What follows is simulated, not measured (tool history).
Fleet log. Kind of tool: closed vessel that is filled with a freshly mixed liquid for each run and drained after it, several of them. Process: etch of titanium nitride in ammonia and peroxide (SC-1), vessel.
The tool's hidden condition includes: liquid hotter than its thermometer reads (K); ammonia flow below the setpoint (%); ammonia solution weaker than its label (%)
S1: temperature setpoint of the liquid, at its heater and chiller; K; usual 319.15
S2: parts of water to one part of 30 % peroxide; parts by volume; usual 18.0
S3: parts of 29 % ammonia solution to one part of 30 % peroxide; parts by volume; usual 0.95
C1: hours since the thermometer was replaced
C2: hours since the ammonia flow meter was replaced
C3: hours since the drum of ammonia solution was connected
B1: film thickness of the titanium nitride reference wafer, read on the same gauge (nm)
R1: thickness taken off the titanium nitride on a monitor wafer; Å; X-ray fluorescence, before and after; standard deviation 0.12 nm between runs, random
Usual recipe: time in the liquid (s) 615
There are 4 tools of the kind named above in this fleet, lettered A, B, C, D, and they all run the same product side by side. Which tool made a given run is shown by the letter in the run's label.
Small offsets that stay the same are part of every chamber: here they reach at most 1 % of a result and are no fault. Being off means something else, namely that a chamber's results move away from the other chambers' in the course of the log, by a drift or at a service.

Run 1B, day 0.338: usual settings; C1 118.5; C2 73.9; C3 556.4; B1 39.986. Result: R1 166.11 Å.
Run 2A, day 0.850: usual settings; C1 521.9; C2 637.8; C3 551.4; B1 40.013. Result: R1 166.81 Å.
Run 3D, day 1.212: usual settings; C1 698.1; C2 34.7; C3 519.0; B1 39.982. Result: R1 165.91 Å.
Run 4C, day 1.738: usual settings; C1 321.1; C2 897.5; C3 42.8; B1 39.997. Result: R1 162.36 Å.
Run 5D, day 2.275: usual settings but S1 326.65 K, S2 21.0 parts by volume; C1 723.6; C2 60.2; C3 544.5; B1 40.008. Result: R1 258.25 Å.
Run 6B, day 2.658: usual settings but S1 326.65 K, S2 21.0 parts by volume; C1 174.2; C2 129.6; C3 612.1; B1 40.006. Result: R1 255.41 Å.
Run 7C, day 3.062: usual settings but S1 326.65 K, S2 21.0 parts by volume; C1 352.9; C2 929.3; C3 74.6; B1 39.994. Result: R1 254.44 Å.
Run 8A, day 3.517: usual settings but S1 326.65 K, S2 21.0 parts by volume; C1 585.9; C2 701.8; C3 615.4; B1 40.009. Result: R1 257.11 Å.
Run 9C, day 4.112: usual settings; C1 378.1; C2 954.5; C3 99.8; B1 40.011. Result: R1 161.50 Å.
Run 10A, day 4.554: usual settings; C1 610.8; C2 726.7; C3 640.3; B1 39.992. Result: R1 167.40 Å.
Run 11D, day 5.046: usual settings; C1 790.1; C2 126.7; C3 611.0; B1 40.003. Result: R1 163.52 Å.
Run 12B, day 5.600: usual settings but S3 1.15 parts by volume; C1 244.8; C2 200.2; C3 682.7; B1 39.977. Result: R1 170.01 Å.
At day 5.733: chamber C: ammonia flow meter replaced.
Run 13C, day 6.054: usual settings but S3 1.15 parts by volume; C1 424.7; C2 7.8; C3 146.4; B1 40.007. Result: R1 167.72 Å.
Run 14B, day 6.375: usual settings but S3 1.15 parts by volume; C1 263.4; C2 218.8; C3 701.3; B1 39.994. Result: R1 168.98 Å.
Run 15D, day 6.862: usual settings but S3 1.15 parts by volume; C1 833.7; C2 170.3; C3 654.6; B1 40.020. Result: R1 171.01 Å.
Run 16A, day 7.404: usual settings; C1 679.2; C2 795.1; C3 708.7; B1 40.015. Result: R1 170.04 Å.
At day 7.712: chamber A: new drum of ammonia solution connected.
Run 17B, day 7.821: usual settings but S3 0.65 parts by volume, time in the liquid (s) 880; C1 298.1; C2 253.5; C3 736.0; B1 39.976. Result: R1 220.64 Å.
Run 18C, day 8.204: usual settings but S3 0.65 parts by volume, time in the liquid (s) 880; C1 476.3; C2 59.4; C3 198.0; B1 40.017. Result: R1 219.36 Å.
Run 19D, day 8.767: usual settings but S3 0.65 parts by volume, time in the liquid (s) 880; C1 879.4; C2 216.0; C3 700.3; B1 40.001. Result: R1 221.20 Å.
Run 20A, day 9.308: usual settings but S3 0.65 parts by volume, time in the liquid (s) 880; C1 724.9; C2 840.8; C3 38.4; B1 40.006. Result: R1 231.47 Å.
Run 21C, day 9.604: usual settings; C1 509.9; C2 93.0; C3 231.6; B1 40.014. Result: R1 162.68 Å.
Run 22B, day 10.029: usual settings; C1 351.1; C2 306.5; C3 789.0; B1 40.017. Result: R1 163.08 Å.
Run 23A, day 10.317: usual settings; C1 749.1; C2 865.0; C3 62.6; B1 39.995. Result: R1 175.39 Å.
Run 24D, day 10.796: usual settings; C1 928.1; C2 264.7; C3 749.0; B1 40.017. Result: R1 163.74 Å.
Run 25A, day 11.158: usual settings but S2 10.5 parts by volume, time in the liquid (s) 500; C1 769.3; C2 885.2; C3 82.8; B1 40.030. Result: R1 188.34 Å.
Run 26C, day 11.450: usual settings but S2 10.5 parts by volume, time in the liquid (s) 500; C1 554.2; C2 137.3; C3 275.9; B1 40.003. Result: R1 175.46 Å.
Run 27B, day 12.071: usual settings but S2 10.5 parts by volume, time in the liquid (s) 500; C1 400.1; C2 355.5; C3 838.0; B1 39.981. Result: R1 179.61 Å.
Run 28D, day 12.479: usual settings but S2 10.5 parts by volume, time in the liquid (s) 500; C1 968.5; C2 305.1; C3 789.4; B1 40.003. Result: R1 176.07 Å.
Run 29A, day 12.983: usual settings; C1 813.1; C2 929.0; C3 126.6; B1 40.009. Result: R1 176.53 Å.
Run 30B, day 13.333: usual settings; C1 430.4; C2 385.8; C3 868.3; B1 39.979. Result: R1 163.38 Å.

Which is it: a chamber that has drifted or been left off by a service, a gauge drift common to all chambers, or only each chamber's usual small offset? If a chamber is off, name it and its likeliest cause.

Chamber A drifts away from the others.
What lies behind it: liquid hotter than its thermometer reads (K) = 0.92.

Chamber A could run next with any of the 4 candidate recipes listed below; each alters the usual settings, and their results appear as question marks. Which one brings its results back in line with what the other chambers deliver on the usual settings?
In line here means within this much of the mean the other chambers give on the usual settings: R1 4.20 Å
Run 31A-1, day 13.792: usual settings but S2 24.5 parts by volume. Result: R1 ?.
Run 31A-2, day 13.792: usual settings but time in the liquid (s) 725. Result: R1 ?.
Run 31A-3, day 13.792: usual settings but S3 0.60 parts by volume. Result: R1 ?.
Run 31A-4, day 13.792: usual settings but S1 320.15 K. Result: R1 ?.

The other chambers' mean on the usual settings: R1 163.96 Å
  run      R1
31A-1  150.78
31A-2  210.05
31A-3  164.40
31A-4  191.12
Change 31A-3 lands the chamber within the allowed miss of the other chambers.

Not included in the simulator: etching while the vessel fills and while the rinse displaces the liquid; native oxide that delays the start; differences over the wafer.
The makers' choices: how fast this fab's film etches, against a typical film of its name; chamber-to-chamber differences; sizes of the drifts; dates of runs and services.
